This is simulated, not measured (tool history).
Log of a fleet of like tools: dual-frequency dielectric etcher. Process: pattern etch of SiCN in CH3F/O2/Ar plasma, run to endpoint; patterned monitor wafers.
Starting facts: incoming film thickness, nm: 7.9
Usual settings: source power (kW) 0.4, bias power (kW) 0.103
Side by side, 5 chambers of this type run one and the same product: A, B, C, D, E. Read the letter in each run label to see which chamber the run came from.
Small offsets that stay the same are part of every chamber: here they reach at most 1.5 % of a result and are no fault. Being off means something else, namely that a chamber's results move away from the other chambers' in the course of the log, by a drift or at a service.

run   hour  source power (kW)  bias power (kW)  hours since the last wet clean  hours since the last source power generator calibration  hours since the last bias power generator calibration  endpoint time (s)
 1C    3.8                0.4            0.103                            64.6                                                    345.5                                                 3647.5             18.351
 2D    8.3                0.4            0.103                            85.9                                                    431.4                                                 1242.9             18.455
 3A   11.2                0.4            0.103                           204.2                                                   3263.1                                                 2821.2             18.317
 4E   13.9                0.4            0.103                           343.5                                                    598.5                                                 1075.2             18.719
 5B   17.7                0.4            0.103                             439                                                   4271.7                                                 1015.3               18.3
 6E   20.8                0.4            0.103                           350.4                                                    605.4                                                 1082.1             18.763
      23.1  -- chamber B: source power generator calibrated
 7D     24                0.4            0.103                           101.6                                                    447.1                                                 1258.6              18.43
 8B   26.8                0.4            0.103                           448.1                                                      3.7                                                 1024.4             18.245
 9C   29.3                0.4            0.103                            90.1                                                      371                                                   3673             18.471
10A   32.2                0.4            0.103                           225.2                                                   3284.1                                                 2842.2             18.393
11A   35.8                0.4            0.103                           228.8                                                   3287.7                                                 2845.8             18.448
12D   39.3                0.4            0.103                           116.9                                                    462.4                                                 1273.9             18.583
13E   42.4               0.45            0.103                             372                                                      627                                                 1103.7             17.927
14C   45.5               0.45            0.103                           106.3                                                    387.2                                                 3689.2             17.741
15B   49.6               0.45            0.103                           470.9                                                     26.5                                                 1047.2             17.469
16A   54.3               0.45            0.103                           247.3                                                   3306.2                                                 2864.3             17.719
17B   57.7               0.45            0.103                             479                                                     34.6                                                 1055.3             17.447
18D   61.4               0.43            0.103                             139                                                    484.5                                                   1296             18.056
19C   66.2               0.43            0.103                             127                                                    407.9                                                 3709.9             17.964
20E   70.7               0.43            0.103                           400.3                                                    655.3                                                   1132             18.293
21C     74               0.43            0.103                           134.8                                                    415.7                                                 3717.7             17.973
22D   78.2               0.43            0.103                           155.8                                                    501.3                                                 1312.8             17.947
23B   83.1                0.4            0.103                           504.4                                                       60                                                 1080.7             18.462
24E   87.6               0.47            0.103                           417.2                                                    672.2                                                 1148.9             17.659
25A   89.9               0.47            0.103                           282.9                                                   3341.8                                                 2899.9             17.235
26B   95.1               0.47            0.103                           516.4                                                       72                                                 1092.7             17.376
27E   99.3               0.47            0.103                           428.9                                                    683.9                                                 1160.6             17.633
28D  101.8               0.47            0.103                           179.4                                                    524.9                                                 1336.4             17.376
29A  106.1               0.49            0.103                           299.1                                                     3358                                                 2916.1             17.008
30C  110.3               0.49            0.103                           171.1                                                      452                                                   3754             17.068
31C  115.2               0.49            0.103                             176                                                    456.9                                                 3758.9             17.089
32D  119.1               0.49            0.103                           196.7                                                    542.2                                                 1353.7             17.089
33E  123.9               0.49            0.103                           453.5                                                    708.5                                                 1185.2             17.508
34A  126.6                0.4            0.103                           319.6                                                   3378.5                                                 2936.6              18.23
35B  131.7                0.4            0.103                             553                                                    108.6                                                 1129.3             18.728
36E  134.2                0.4            0.103                           463.8                                                    718.8                                                 1195.5             18.781
     136.6  -- chamber E: wet clean of the chamber
37A  138.3               0.43            0.103                           331.3                                                   3390.2                                                 2948.3             17.871
38C  143.2               0.43            0.103                             204                                                    484.9                                                 3786.9             18.043
39B  148.2               0.43            0.103                           569.5                                                    125.1                                                 1145.8              18.26
40D  152.7               0.43            0.103                           230.3                                                    575.8                                                 1387.3             18.022
41A    156               0.43            0.103                             349                                                   3407.9                                                   2966             17.882
42C  159.6                0.4            0.103                           220.4                                                    501.3                                                 3803.3             18.483
43E  162.8                0.4            0.103                            26.3                                                    747.4                                                 1224.1             18.807
44D    167                0.4            0.103                           244.6                                                    590.1                                                 1401.6             18.431

Has any chamber moved away from the others, gradually or after a service, or does the common gauge drift, or do the chambers differ only by their own small steady offsets? State the chamber and the most likely cause if one applies.

Chamber B drifts away from the others.
Likeliest cause: etch rate under this chamber's usual, % = 2.95.

Here are 4 candidates for chamber B's next run, each the usual settings with a change, their results left as question marks. Which one brings its results back in line with what the others give on the usual settings?
A result is in line if it is within this distance of the other chambers' mean on the usual settings: endpoint time (s) 0.22
45B-1  170.7               0.41            0.105                                                                                                                                                                  ?
45B-2  170.7                0.4            0.098                                                                                                                                                                  ?
45B-3  170.7               0.44            0.103                                                                                                                                                                  ?
45B-4  170.7               0.36            0.103                                                                                                                                                                  ?

Mean of the other chambers on the usual settings: endpoint time (s) 18.507
  run  endpoint time (s)
45B-1             18.515
45B-2             19.178
45B-3             18.167
45B-4             19.573
The answer is 45B-1, which returns the chamber to within the allowed miss of the others.
